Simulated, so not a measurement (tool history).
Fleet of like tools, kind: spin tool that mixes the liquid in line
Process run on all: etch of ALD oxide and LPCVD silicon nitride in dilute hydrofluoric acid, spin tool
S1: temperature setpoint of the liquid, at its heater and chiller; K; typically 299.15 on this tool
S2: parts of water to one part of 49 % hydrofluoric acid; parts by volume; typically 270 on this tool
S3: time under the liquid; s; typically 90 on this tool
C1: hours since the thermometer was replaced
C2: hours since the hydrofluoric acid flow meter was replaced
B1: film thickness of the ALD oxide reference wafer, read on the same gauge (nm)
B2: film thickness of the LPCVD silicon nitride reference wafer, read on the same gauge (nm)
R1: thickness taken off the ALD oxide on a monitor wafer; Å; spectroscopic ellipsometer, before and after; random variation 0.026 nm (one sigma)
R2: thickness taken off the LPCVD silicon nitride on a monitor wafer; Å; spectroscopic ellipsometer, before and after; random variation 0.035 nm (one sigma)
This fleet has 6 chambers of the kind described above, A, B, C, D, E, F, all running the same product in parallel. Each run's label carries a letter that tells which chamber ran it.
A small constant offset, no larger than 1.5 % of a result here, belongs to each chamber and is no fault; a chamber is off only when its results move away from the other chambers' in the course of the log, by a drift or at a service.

run	day	S1	S2	S3	C1	C2	B1	B2	R1	R2
# day 0.250: chamber F: thermometer replaced
1C	0.292	299.15	270	90	1061.2	326.1	89.999	79.980	44.314	2.1391
2F	0.633	299.15	270	90	9.2	2071.1	89.999	79.987	44.504	1.2422
3B	0.975	299.15	270	90	319.8	1301.2	90.014	80.020	44.090	1.4431
4A	1.417	299.15	270	90	1072.5	1051.0	89.986	80.000	44.581	2.0207
5D	1.817	299.15	270	90	899.1	293.3	89.970	80.015	44.091	1.6008
6E	2.088	299.15	270	90	300.6	1451.2	90.015	80.014	44.378	1.1830
7E	2.483	299.15	270	90	310.1	1460.7	89.983	79.985	44.335	1.4445
8B	2.812	299.15	270	125	363.9	1345.3	89.990	79.993	60.244	2.2974
9F	3.250	299.15	270	125	72.0	2133.9	90.004	80.010	62.178	1.6123
10D	3.575	299.15	270	125	941.3	335.5	90.012	79.981	60.823	2.1403
11C	4.000	299.15	270	125	1150.2	415.1	89.973	80.006	61.524	1.8818
12A	4.488	299.15	270	125	1146.2	1124.7	90.004	79.976	60.705	1.9250
# day 4.762: chamber F: hydrofluoric acid flow meter replaced
# day 4.800: chamber D: thermometer replaced
13F	4.817	299.15	270	125	109.6	1.4	90.019	79.994	61.365	1.8393
14D	5.183	299.15	270	90	9.3	374.1	90.001	79.975	44.405	1.9173
15C	5.450	299.15	270	90	1185.0	449.9	90.002	80.003	44.599	1.8640
16A	5.979	301.65	205	90	1182.0	1160.5	90.027	79.997	67.621	3.3405
17E	6.246	301.65	205	90	400.4	1551.0	89.997	80.003	68.650	3.0486
18B	6.779	301.65	205	90	459.1	1440.5	89.993	80.009	67.068	2.8139
19A	7.033	301.65	205	90	1207.3	1185.8	89.985	79.977	67.795	2.4706
# day 7.117: chamber B: hydrofluoric acid flow meter replaced
20F	7.392	301.65	205	90	171.4	63.2	89.991	79.985	68.606	3.1403
21E	7.729	301.65	205	90	436.0	1586.6	89.976	79.968	68.415	3.0948
22C	8.225	299.15	270	90	1251.6	516.5	90.019	79.993	44.609	1.7548
23D	8.754	299.15	270	90	95.0	459.8	90.016	79.990	44.229	2.1327
24B	9.075	299.15	270	90	514.2	47.1	89.993	80.006	43.491	1.7545
25C	9.508	299.15	270	90	1282.4	547.3	89.987	79.990	44.445	1.7728
26F	9.883	299.15	270	90	231.2	123.0	90.009	80.008	45.354	2.0401
27B	10.438	299.15	270	90	546.9	79.8	89.998	80.004	44.107	1.9472
28D	10.967	299.15	210	90	148.1	512.9	90.016	80.012	60.691	1.6431
29A	11.288	299.15	210	90	1309.4	1287.9	90.015	79.987	59.659	2.4835
# day 11.679: chamber E: thermometer replaced
30E	11.758	299.15	210	90	2.0	1683.3	89.967	80.031	60.302	2.2951
31B	12.054	299.15	210	90	585.7	118.6	89.999	80.013	59.992	1.9877
32C	12.512	299.15	210	90	1354.5	619.4	89.989	80.000	60.360	1.4455
33D	12.779	299.15	210	90	191.6	556.4	89.994	80.000	60.452	2.3195
34A	13.275	299.15	270	90	1357.1	1335.6	90.005	80.021	43.948	2.1076
35E	13.625	303.15	315	90	46.8	1728.1	89.983	80.005	41.362	1.7646
36F	13.950	303.15	315	90	328.8	220.6	89.997	80.005	41.564	1.8611
37E	14.346	303.15	315	90	64.1	1745.4	90.016	80.003	41.004	1.3439
38F	14.854	303.15	315	90	350.5	242.3	89.981	79.998	41.303	1.8533
39C	15.171	303.15	315	90	1418.3	683.2	90.021	79.991	41.546	2.0840
40A	15.633	303.15	315	90	1413.7	1392.2	89.994	80.007	41.162	1.4514
41D	16.033	299.15	270	90	269.7	634.5	89.999	79.985	43.914	1.9779
42B	16.350	299.15	270	90	688.8	221.7	89.989	79.996	44.413	2.3172
43B	16.617	297.15	270	140	695.2	228.1	90.009	80.017	63.037	2.9015

Decide between three cases: one chamber stands off from its peers, the gauge reading all wafers drifts, or nothing is wrong past each chamber's small offset. Where a chamber is off, say which and what most likely put it there.

No chamber is off and the gauge is stable; the differences are just each chamber's small, constant offset.
